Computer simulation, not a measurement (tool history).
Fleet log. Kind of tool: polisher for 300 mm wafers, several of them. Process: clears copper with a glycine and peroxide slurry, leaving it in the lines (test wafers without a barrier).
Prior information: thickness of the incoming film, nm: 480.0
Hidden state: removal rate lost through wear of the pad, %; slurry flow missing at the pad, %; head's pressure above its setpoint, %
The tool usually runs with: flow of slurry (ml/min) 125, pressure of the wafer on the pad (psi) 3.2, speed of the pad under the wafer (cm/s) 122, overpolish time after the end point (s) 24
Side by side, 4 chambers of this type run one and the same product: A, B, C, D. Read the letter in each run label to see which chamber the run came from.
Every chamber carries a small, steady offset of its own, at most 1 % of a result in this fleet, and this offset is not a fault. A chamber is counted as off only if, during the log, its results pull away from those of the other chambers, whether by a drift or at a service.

run	day	flow of slurry (ml/min)	pressure of the wafer on the pad (psi)	speed of the pad under the wafer (cm/s)	overpolish time after the end point (s)	wafers polished on this pad	hours since the slurry nozzle was cleaned	hours since the head pressure was calibrated	time until the end point was called (s)	dishing of a wide line in a test structure (angstrom)
# day 0.275: chamber A: worn pad replaced by a new one
1C	0.388	125	3.2	122	24	461	31.5	494.4	53.833	800.00
# day 0.521: chamber D: worn pad replaced by a new one
# day 0.767: chamber A: slurry nozzle cleaned
2D	0.883	125	3.2	122	24	62	59.9	327.3	55.334	802.64
3A	1.446	125	3.2	122	24	200	16.3	211.7	54.203	740.34
4B	1.867	125	3.2	122	24	1116	62.8	66.9	55.520	820.86
# day 2.104: chamber B: worn pad replaced by a new one
# day 2.146: chamber C: worn pad replaced by a new one
5A	2.475	125	3.2	122	24	376	41.0	236.4	55.606	804.08
6D	2.958	125	3.2	122	24	417	109.7	377.1	54.522	768.88
# day 3.396: chamber A: worn pad replaced by a new one
7B	3.458	125	3.2	122	24	231	101.0	105.1	53.977	758.49
8C	3.854	125	3.2	122	24	292	114.7	577.6	55.500	779.84
9D	4.388	125	3.2	122	24	661	144.0	411.4	56.233	774.10
10A	4.842	125	3.2	122	24	247	97.8	293.2	54.658	799.30
# day 5.058: chamber A: head pressure recalibrated
11C	5.183	125	3.2	122	24	519	146.6	609.5	54.579	796.69
12B	5.479	125	3.2	122	24	577	149.5	153.6	55.073	810.86
13A	5.750	125	3.2	122	24	402	119.6	16.6	55.023	807.19
14B	6.058	125	3.2	122	24	676	163.4	167.5	54.104	771.28
# day 6.467: chamber C: worn pad replaced by a new one
15D	6.596	125	3.9	122	24	1038	197.0	464.4	45.222	845.19
# day 6.888: chamber A: worn pad replaced by a new one
16C	6.896	125	3.9	122	24	73	187.7	650.6	45.197	838.99
17B	7.425	125	3.9	122	24	909	196.2	200.3	45.868	872.61
18A	8.008	125	3.9	122	24	191	173.8	70.8	45.740	858.34
19C	8.292	125	3.2	122	24	312	221.2	684.1	55.265	801.94
20D	8.825	125	3.2	122	24	1419	250.5	517.9	53.640	740.61
# day 8.829: chamber D: worn pad replaced by a new one
# day 9.312: chamber B: worn pad replaced by a new one
21B	9.342	125	3.2	122	24	4	242.2	246.3	55.663	822.79
22D	9.838	125	3.2	122	24	172	274.8	542.2	53.125	787.40
# day 10.125: chamber C: worn pad replaced by a new one
23C	10.238	125	3.2	122	24	19	267.9	730.8	54.550	800.83
# day 10.575: chamber A: worn pad replaced by a new one
24A	10.758	125	3.2	122	24	31	239.8	136.8	55.666	796.33
25D	11.346	125	3.2	122	24	430	311.0	578.4	55.700	760.35
26A	11.621	125	3.2	122	24	179	260.5	157.5	55.511	765.52
27B	12.017	125	3.2	122	24	462	306.4	310.5	54.705	780.95

Next, all 4 chambers run the settings below, one line each with question marks for the results. What does each chamber give?
28A	12.462	125	3.2	86	24				?	?
28B	12.462	125	3.2	86	24				?	?
28C	12.462	125	3.2	86	24				?	?
28D	12.462	125	3.2	86	24				?	?

run	time until the end point was called (s)	dishing of a wide line in a test structure (angstrom)
28A	75.460	708.94
28B	74.152	716.65
28C	73.433	729.84
28D	75.514	706.81

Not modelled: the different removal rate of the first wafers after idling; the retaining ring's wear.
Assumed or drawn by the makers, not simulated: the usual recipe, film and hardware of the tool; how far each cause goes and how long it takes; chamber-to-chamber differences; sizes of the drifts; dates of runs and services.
